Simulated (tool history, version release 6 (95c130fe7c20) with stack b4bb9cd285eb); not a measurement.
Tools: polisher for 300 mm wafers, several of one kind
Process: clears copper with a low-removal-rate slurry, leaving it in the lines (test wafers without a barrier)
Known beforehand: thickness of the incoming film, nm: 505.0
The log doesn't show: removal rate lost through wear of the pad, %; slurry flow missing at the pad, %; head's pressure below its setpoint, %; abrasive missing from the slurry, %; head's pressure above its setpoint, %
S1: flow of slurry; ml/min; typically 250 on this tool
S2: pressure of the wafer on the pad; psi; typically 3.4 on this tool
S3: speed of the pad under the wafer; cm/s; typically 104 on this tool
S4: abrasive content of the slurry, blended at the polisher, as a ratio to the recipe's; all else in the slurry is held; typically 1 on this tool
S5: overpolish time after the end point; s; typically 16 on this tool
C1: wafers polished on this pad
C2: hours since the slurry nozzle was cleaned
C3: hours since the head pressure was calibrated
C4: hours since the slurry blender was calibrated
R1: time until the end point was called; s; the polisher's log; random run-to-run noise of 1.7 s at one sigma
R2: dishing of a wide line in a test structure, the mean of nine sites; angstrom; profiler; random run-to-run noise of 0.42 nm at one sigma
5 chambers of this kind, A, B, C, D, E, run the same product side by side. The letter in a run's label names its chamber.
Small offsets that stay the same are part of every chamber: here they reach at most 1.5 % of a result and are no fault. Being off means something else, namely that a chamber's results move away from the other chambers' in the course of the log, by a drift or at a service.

-- day=0.175 chamber B: slurry blender recalibrated
run 1A day=0.575 | S1=250 S2=3.4 S3=104 S4=1 S5=16 | C1=817 C2=127.5 C3=391.7 C4=248.8 | R1=166.46 R2=343.56
-- day=0.846 chamber C: worn pad replaced by a new one
run 2D day=1.05 | S1=250 S2=3.4 S3=104 S4=1 S5=16 | C1=849 C2=267.4 C3=925.8 C4=75.3 | R1=163.91 R2=337.76
-- day=1.629 chamber E: worn pad replaced by a new one
-- day=1.65 chamber E: slurry nozzle cleaned
run 3C day=1.671 | S1=250 S2=3.4 S3=104 S4=1 S5=16 | C1=136 C2=415.2 C3=934.4 C4=278.6 | R1=161.85 R2=344.84
run 4E day=2.108 | S1=250 S2=3.4 S3=104 S4=1 S5=16 | C1=79 C2=11 C3=267.3 C4=217.1 | R1=164.55 R2=329.5
-- day=2.167 chamber A: worn pad replaced by a new one
run 5B day=2.475 | S1=250 S2=3.4 S3=104 S4=1 S5=16 | C1=522 C2=332.2 C3=607.3 C4=55.2 | R1=164.25 R2=345.08
-- day=2.633 chamber D: slurry blender recalibrated
-- day=2.692 chamber D: worn pad replaced by a new one
run 6E day=3.046 | S1=250 S2=3.4 S3=70 S4=1 S5=16 | C1=233 C2=33.5 C3=289.8 C4=239.6 | R1=246.82 R2=234.92
-- day=3.258 chamber C: slurry blender recalibrated
run 7C day=3.396 | S1=250 S2=3.4 S3=70 S4=1 S5=16 | C1=419 C2=456.6 C3=975.8 C4=3.3 | R1=244.05 R2=245.71
run 8A day=3.779 | S1=250 S2=3.4 S3=70 S4=1 S5=16 | C1=265 C2=204.4 C3=468.6 C4=325.7 | R1=242.67 R2=236.47
run 9B day=4.35 | S1=250 S2=3.4 S3=70 S4=1 S5=16 | C1=830 C2=377.2 C3=652.3 C4=100.2 | R1=234.28 R2=247.73
run 10D day=4.829 | S1=250 S2=3.4 S3=70 S4=1 S5=16 | C1=351 C2=358.1 C3=1016.5 C4=52.7 | R1=246.66 R2=246.01
-- day=4.867 chamber A: slurry blender recalibrated
-- day=5.271 chamber B: head pressure recalibrated
run 11A day=5.408 | S1=250 S2=3.4 S3=104 S4=1 S5=16 | C1=532 C2=243.5 C3=507.7 C4=13 | R1=162.26 R2=341.28
-- day=5.421 chamber D: head pressure recalibrated
-- day=5.8 chamber E: slurry blender recalibrated
run 12C day=5.896 | S1=250 S2=3.4 S3=104 S4=1 S5=16 | C1=829 C2=516.6 C3=1035.8 C4=63.3 | R1=164 R2=343.24
-- day=5.975 chamber B: worn pad replaced by a new one
run 13B day=6.488 | S1=250 S2=3.4 S3=104 S4=1 S5=16 | C1=84 C2=428.5 C3=29.2 C4=151.5 | R1=163.59 R2=340.9
run 14D day=7.067 | S1=250 S2=3.4 S3=104 S4=1 S5=16 | C1=718 C2=411.8 C3=39.6 C4=106.4 | R1=183.08 R2=311.11
-- day=7.442 chamber C: head pressure recalibrated
run 15E day=7.629 | S1=250 S2=2.7 S3=104 S4=1 S5=21 | C1=985 C2=143.5 C3=399.8 C4=43.9 | R1=207.41 R2=344.19
-- day=7.875 chamber A: worn pad replaced by a new one
-- day=7.942 chamber B: slurry blender recalibrated
run 16D day=8.129 | S1=250 S2=2.7 S3=104 S4=1 S5=21 | C1=892 C2=437.3 C3=65.1 C4=131.9 | R1=232.31 R2=322.71
run 17E day=8.521 | S1=250 S2=2.7 S3=104 S4=1 S5=21 | C1=1132 C2=164.9 C3=421.2 C4=65.3 | R1=202.73 R2=337.82
-- day=8.612 chamber D: slurry blender recalibrated
-- day=8.767 chamber C: worn pad replaced by a new one
-- day=8.833 chamber E: worn pad replaced by a new one
run 18A day=8.85 | S1=250 S2=2.7 S3=104 S4=1 S5=21 | C1=160 C2=326.1 C3=590.3 C4=95.6 | R1=208.7 R2=347.66
run 19C day=9.329 | S1=250 S2=2.7 S3=104 S4=1 S5=21 | C1=92 C2=599 C3=45.4 C4=145.7 | R1=204.91 R2=349.41
run 20B day=9.883 | S1=250 S2=3.4 S3=104 S4=1 S5=16 | C1=641 C2=510 C3=110.7 C4=46.6 | R1=161.58 R2=343.65
-- day=9.917 chamber D: slurry nozzle cleaned
run 21B day=10.2 | S1=250 S2=3.4 S3=104 S4=1 S5=16 | C1=693 C2=517.6 C3=118.3 C4=54.2 | R1=166.29 R2=339.66
run 22E day=10.546 | S1=250 S2=3.4 S3=104 S4=1 S5=16 | C1=281 C2=213.5 C3=469.8 C4=113.9 | R1=165.04 R2=338.6
-- day=10.592 chamber D: worn pad replaced by a new one
-- day=10.717 chamber E: head pressure recalibrated
run 23A day=11.042 | S1=250 S2=3.4 S3=104 S4=1 S5=16 | C1=520 C2=378.7 C3=642.9 C4=148.2 | R1=166.95 R2=331.3
run 24D day=11.362 | S1=250 S2=3.4 S3=104 S4=1 S5=16 | C1=127 C2=34.7 C3=142.7 C4=66.1 | R1=182.25 R2=307.99
-- day=11.617 chamber B: worn pad replaced by a new one
run 25C day=11.717 | S1=250 S2=3.4 S3=104 S4=1 S5=22 | C1=485 C2=656.3 C3=102.7 C4=203 | R1=160.07 R2=454.83
-- day=11.975 chamber E: slurry nozzle cleaned
run 26C day=12.062 | S1=250 S2=3.4 S3=104 S4=1 S5=22 | C1=541 C2=664.6 C3=111 C4=211.3 | R1=162.63 R2=448.93
run 27E day=12.542 | S1=250 S2=3.4 S3=104 S4=1 S5=22 | C1=609 C2=13.6 C3=43.9 C4=161.8 | R1=163.87 R2=428.89
run 28A day=13.067 | S1=250 S2=3.4 S3=104 S4=1 S5=22 | C1=852 C2=427.3 C3=691.5 C4=196.8 | R1=164.99 R2=452.34
-- day=13.238 chamber D: slurry blender recalibrated
run 29D day=13.662 | S1=250 S2=3.4 S3=104 S4=1 S5=22 | C1=504 C2=89.9 C3=197.9 C4=10.3 | R1=180.35 R2=406.05
-- day=14.129 chamber C: slurry nozzle cleaned
run 30B day=14.204 | S1=250 S2=3.4 S3=92 S4=1 S5=16 | C1=425 C2=613.7 C3=214.4 C4=150.3 | R1=184.98 R2=309.91
run 31C day=14.608 | S1=250 S2=3.4 S3=92 S4=1 S5=16 | C1=959 C2=11.6 C3=172.1 C4=272.4 | R1=182.86 R2=306.83

The same settings go to every chamber for the next run, one line per chamber below. Forecast the results for each:
run 32A day=15.062 | S1=250 S2=3.4 S3=104 S4=1 S5=24 | R1=? R2=?
run 32B day=15.062 | S1=250 S2=3.4 S3=104 S4=1 S5=24 | R1=? R2=?
run 32C day=15.062 | S1=250 S2=3.4 S3=104 S4=1 S5=24 | R1=? R2=?
run 32D day=15.062 | S1=250 S2=3.4 S3=104 S4=1 S5=24 | R1=? R2=?
run 32E day=15.062 | S1=250 S2=3.4 S3=104 S4=1 S5=24 | R1=? R2=?

run=32A R1=165.29 R2=481.51
run=32B R1=160.97 R2=487.76
run=32C R1=166.17 R2=484.42
run=32D R1=184.06 R2=442.88
run=32E R1=163.87 R2=465.38
